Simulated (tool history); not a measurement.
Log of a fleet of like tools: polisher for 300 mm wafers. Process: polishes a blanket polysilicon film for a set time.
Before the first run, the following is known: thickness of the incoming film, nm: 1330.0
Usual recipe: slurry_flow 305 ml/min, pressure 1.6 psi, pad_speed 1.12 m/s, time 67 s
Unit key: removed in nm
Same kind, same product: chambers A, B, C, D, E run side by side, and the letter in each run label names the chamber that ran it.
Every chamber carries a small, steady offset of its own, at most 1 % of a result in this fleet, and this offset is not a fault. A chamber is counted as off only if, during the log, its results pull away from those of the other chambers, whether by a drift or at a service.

Run 1A, day 0.225: usual settings. Result: removed 390.1 nm.
Run 2C, day 0.512: usual settings. Result: removed 382.79 nm.
Run 3B, day 0.862: usual settings. Result: removed 391.59 nm.
At day 1.196: chamber C: worn pad replaced by a new one.
Run 4E, day 1.233: usual settings. Result: removed 386.12 nm.
Run 5D, day 1.467: usual settings. Result: removed 386.66 nm.
Run 6B, day 1.75: usual settings. Result: removed 391.39 nm.
At day 2.05: chamber A: worn pad replaced by a new one.
Run 7D, day 2.117: usual settings but pad_speed 1.36 m/s. Result: removed 469.37 nm.
At day 2.358: chamber D: head pressure recalibrated.
Run 8A, day 2.462: usual settings but pad_speed 1.36 m/s. Result: removed 472.36 nm.
Run 9E, day 2.704: usual settings but pad_speed 1.36 m/s. Result: removed 473.78 nm.
Run 10C, day 3.079: usual settings but pad_speed 1.36 m/s. Result: removed 469.69 nm.
At day 3.254: chamber C: slurry nozzle cleaned.
Run 11C, day 3.283: usual settings but pad_speed 1.36 m/s. Result: removed 470.65 nm.
Run 12D, day 3.646: usual settings. Result: removed 388.42 nm.
At day 3.717: chamber E: worn pad replaced by a new one.
Run 13A, day 3.967: usual settings. Result: removed 389.1 nm.
At day 4.1: chamber D: worn pad replaced by a new one.
Run 14B, day 4.154: usual settings. Result: removed 390.33 nm.
At day 4.171: chamber B: worn pad replaced by a new one.
Run 15E, day 4.579: usual settings. Result: removed 390.19 nm.
At day 4.812: chamber C: worn pad replaced by a new one.
Run 16C, day 4.846: usual settings. Result: removed 391.11 nm.
At day 4.85: chamber A: slurry nozzle cleaned.
Run 17E, day 5.196: usual settings. Result: removed 390.5 nm.
Run 18B, day 5.383: usual settings. Result: removed 391.73 nm.
Run 19D, day 5.675: usual settings. Result: removed 385.02 nm.
At day 5.725: chamber A: worn pad replaced by a new one.
Run 20A, day 5.971: usual settings. Result: removed 386.89 nm.
Run 21A, day 6.258: usual settings. Result: removed 386.21 nm.
At day 6.333: chamber E: head pressure recalibrated.
Run 22E, day 6.521: usual settings but pad_speed 1.46 m/s. Result: removed 513.96 nm.
Run 23C, day 6.858: usual settings but pad_speed 1.46 m/s. Result: removed 506.84 nm.
Run 24D, day 7.108: usual settings but pad_speed 1.46 m/s. Result: removed 512.01 nm.
Run 25B, day 7.317: usual settings but pad_speed 1.46 m/s. Result: removed 509.43 nm.
Run 26D, day 7.596: usual settings but pad_speed 1.46 m/s. Result: removed 503.31 nm.
Run 27B, day 7.804: usual settings. Result: removed 394.42 nm.
Run 28C, day 8.175: usual settings but slurry_flow 405 ml/min, pad_speed 1.32 m/s. Result: removed 472.14 nm.
At day 8.204: chamber C: worn pad replaced by a new one.
Run 29E, day 8.379: usual settings but slurry_flow 405 ml/min, pad_speed 1.32 m/s. Result: removed 458.53 nm.
Run 30A, day 8.808: usual settings but slurry_flow 405 ml/min, pad_speed 1.32 m/s. Result: removed 462.11 nm.
Run 31B, day 9.196: usual settings but slurry_flow 405 ml/min, pad_speed 1.32 m/s. Result: removed 470.71 nm.
At day 9.475: chamber A: worn pad replaced by a new one.
Run 32E, day 9.562: usual settings but slurry_flow 405 ml/min, pad_speed 1.32 m/s. Result: removed 471.49 nm.
At day 9.575: chamber B: worn pad replaced by a new one.
Run 33C, day 9.908: usual settings. Result: removed 392.56 nm.
Run 34D, day 10.258: usual settings. Result: removed 379.24 nm.
At day 10.329: chamber D: worn pad replaced by a new one.
At day 10.454: chamber E: worn pad replaced by a new one.
Run 35A, day 10.567: usual settings. Result: removed 383.82 nm.
At day 10.696: chamber C: head pressure recalibrated.
Run 36C, day 10.775: usual settings. Result: removed 391.77 nm.
Run 37A, day 10.983: usual settings. Result: removed 388.45 nm.
At day 11.2: chamber C: worn pad replaced by a new one.
Run 38D, day 11.254: usual settings. Result: removed 382.86 nm.
Run 39B, day 11.6: usual settings but time 76 s. Result: removed 447.02 nm.
Run 40E, day 11.833: usual settings but time 76 s. Result: removed 438.59 nm.
Run 41C, day 12.096: usual settings but time 76 s. Result: removed 440.9 nm.
Run 42E, day 12.429: usual settings but time 76 s. Result: removed 429.49 nm.

All 5 chambers run these settings next. Forecast each chamber's results:
Run 43A, day 12.738: usual settings but time 56 s. Result: removed ?.
Run 43B, day 12.738: usual settings but time 56 s. Result: removed ?.
Run 43C, day 12.738: usual settings but time 56 s. Result: removed ?.
Run 43D, day 12.738: usual settings but time 56 s. Result: removed ?.
Run 43E, day 12.738: usual settings but time 56 s. Result: removed ?.

run  removed
43A   327.16
43B   328.46
43C   325.27
43D    321.9
43E    319.7

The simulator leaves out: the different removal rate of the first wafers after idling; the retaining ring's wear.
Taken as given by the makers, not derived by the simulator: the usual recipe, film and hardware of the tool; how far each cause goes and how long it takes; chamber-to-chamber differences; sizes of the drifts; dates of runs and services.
